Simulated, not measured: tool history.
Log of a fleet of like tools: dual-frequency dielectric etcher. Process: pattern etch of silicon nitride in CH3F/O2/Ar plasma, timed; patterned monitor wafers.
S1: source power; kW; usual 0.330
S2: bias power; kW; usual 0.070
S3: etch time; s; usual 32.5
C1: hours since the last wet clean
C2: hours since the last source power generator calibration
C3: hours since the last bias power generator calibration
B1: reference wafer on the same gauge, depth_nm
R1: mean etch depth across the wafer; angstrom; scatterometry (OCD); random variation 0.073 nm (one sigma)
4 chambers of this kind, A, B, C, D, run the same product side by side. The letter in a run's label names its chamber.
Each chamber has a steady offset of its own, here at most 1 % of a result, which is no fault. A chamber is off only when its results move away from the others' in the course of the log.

run	day	S1	S2	S3	C1	C2	C3	B1	R1
1A	0.217	0.330	0.070	32.5	132.7	15.0	74.6	21.792	210.18
2D	0.317	0.330	0.070	32.5	106.1	1621.0	217.5	21.813	208.83
3B	0.438	0.330	0.070	32.5	378.1	4089.5	17.6	21.802	209.67
4C	0.592	0.330	0.070	32.5	363.7	445.2	1854.4	21.815	212.18
5C	0.733	0.330	0.070	32.5	367.1	448.6	1857.8	21.790	209.91
6B	0.900	0.330	0.070	32.5	389.2	4100.6	28.7	21.792	209.68
7A	1.075	0.330	0.070	32.5	153.3	35.6	95.2	21.818	209.90
8D	1.188	0.330	0.070	32.5	127.0	1641.9	238.4	21.805	207.21
9B	1.342	0.330	0.070	32.5	399.8	4111.2	39.3	21.809	210.26
10A	1.442	0.330	0.070	32.5	162.1	44.4	104.0	21.793	209.15
11D	1.579	0.330	0.070	32.5	136.4	1651.3	247.8	21.797	209.99
12C	1.688	0.330	0.070	32.5	390.0	471.5	1880.7	21.818	210.63
13D	1.788	0.330	0.070	32.5	141.4	1656.3	252.8	21.815	209.49
14A	2.004	0.330	0.083	29.0	175.6	57.9	117.5	21.802	198.65
15B	2.162	0.330	0.083	29.0	419.5	4130.9	59.0	21.806	198.86
16C	2.338	0.330	0.083	29.0	405.6	487.1	1896.3	21.781	199.26
17D	2.483	0.330	0.083	29.0	158.1	1673.0	269.5	21.805	197.49
18A	2.588	0.270	0.070	32.5	189.6	71.9	131.5	21.792	194.88
19C	2.812	0.270	0.070	32.5	417.0	498.5	1907.7	21.803	195.50
20B	2.958	0.270	0.070	32.5	438.6	4150.0	78.1	21.790	195.86
21B	3.092	0.270	0.070	32.5	441.8	4153.2	81.3	21.791	195.82
22C	3.208	0.330	0.070	32.5	426.5	508.0	1917.2	21.797	211.05
23A	3.371	0.260	0.070	29.0	208.4	90.7	150.3	21.791	172.00
# day 3.438: chamber B: wet clean of the chamber
24D	3.492	0.260	0.070	29.0	182.3	1697.2	293.7	21.779	170.53
# day 3.525: chamber B: source power generator calibrated
25C	3.642	0.260	0.070	29.0	436.9	518.4	1927.6	21.792	172.54
26A	3.854	0.260	0.070	29.0	220.0	102.3	161.9	21.794	170.46
27B	4.042	0.330	0.070	32.5	14.5	12.4	104.1	21.819	203.37
28D	4.196	0.330	0.070	32.5	199.2	1714.1	310.6	21.798	207.86
29D	4.421	0.330	0.070	32.5	204.6	1719.5	316.0	21.798	209.08
30C	4.642	0.330	0.070	32.5	460.9	542.4	1951.6	21.802	210.25
31B	4.821	0.330	0.070	32.5	33.2	31.1	122.8	21.821	203.37
32A	4.979	0.330	0.070	32.5	247.0	129.3	188.9	21.805	209.89
33C	5.171	0.330	0.070	32.5	473.6	555.1	1964.3	21.797	210.34
34D	5.275	0.330	0.070	32.5	225.1	1740.0	336.5	21.812	209.03
35A	5.479	0.300	0.054	32.5	259.0	141.3	200.9	21.803	186.00
36B	5.658	0.300	0.054	32.5	53.3	51.2	142.9	21.798	179.41
37B	5.771	0.300	0.054	32.5	56.0	53.9	145.6	21.791	178.42
38C	5.996	0.300	0.054	32.5	493.4	574.9	1984.1	21.807	185.91
39A	6.162	0.330	0.070	32.5	275.4	157.7	217.3	21.798	209.90
40D	6.292	0.360	0.070	37.0	249.5	1764.4	360.9	21.787	245.98
41A	6.492	0.360	0.070	37.0	283.3	165.6	225.2	21.789	248.01

What goes on in this fleet: one chamber off, a drifting gauge, or nothing beyond the chambers' own small offsets? Name the chamber and the cause, if any.

A service left chamber B off against the others.
Cause: etch rate under this chamber's usual, % = 4.1.

Here are 4 candidates for chamber B's next run, each the usual settings with a change, their results left as question marks. Which one brings its results back in line with what the others give on the usual settings?
In line means no further than this from the other chambers' mean on the usual settings: R1 2.50 angstrom
42B-1	6.654	0.300	0.070	32.5					?
42B-2	6.654	0.320	0.070	32.5					?
42B-3	6.654	0.330	0.071	33.5					?
42B-4	6.654	0.330	0.070	33.0					?

The other chambers' mean on the usual settings: R1 209.78 angstrom
run	R1
42B-1	195.40
42B-2	200.21
42B-3	209.82
42B-4	205.66
42B-3 brings the chamber back in line.
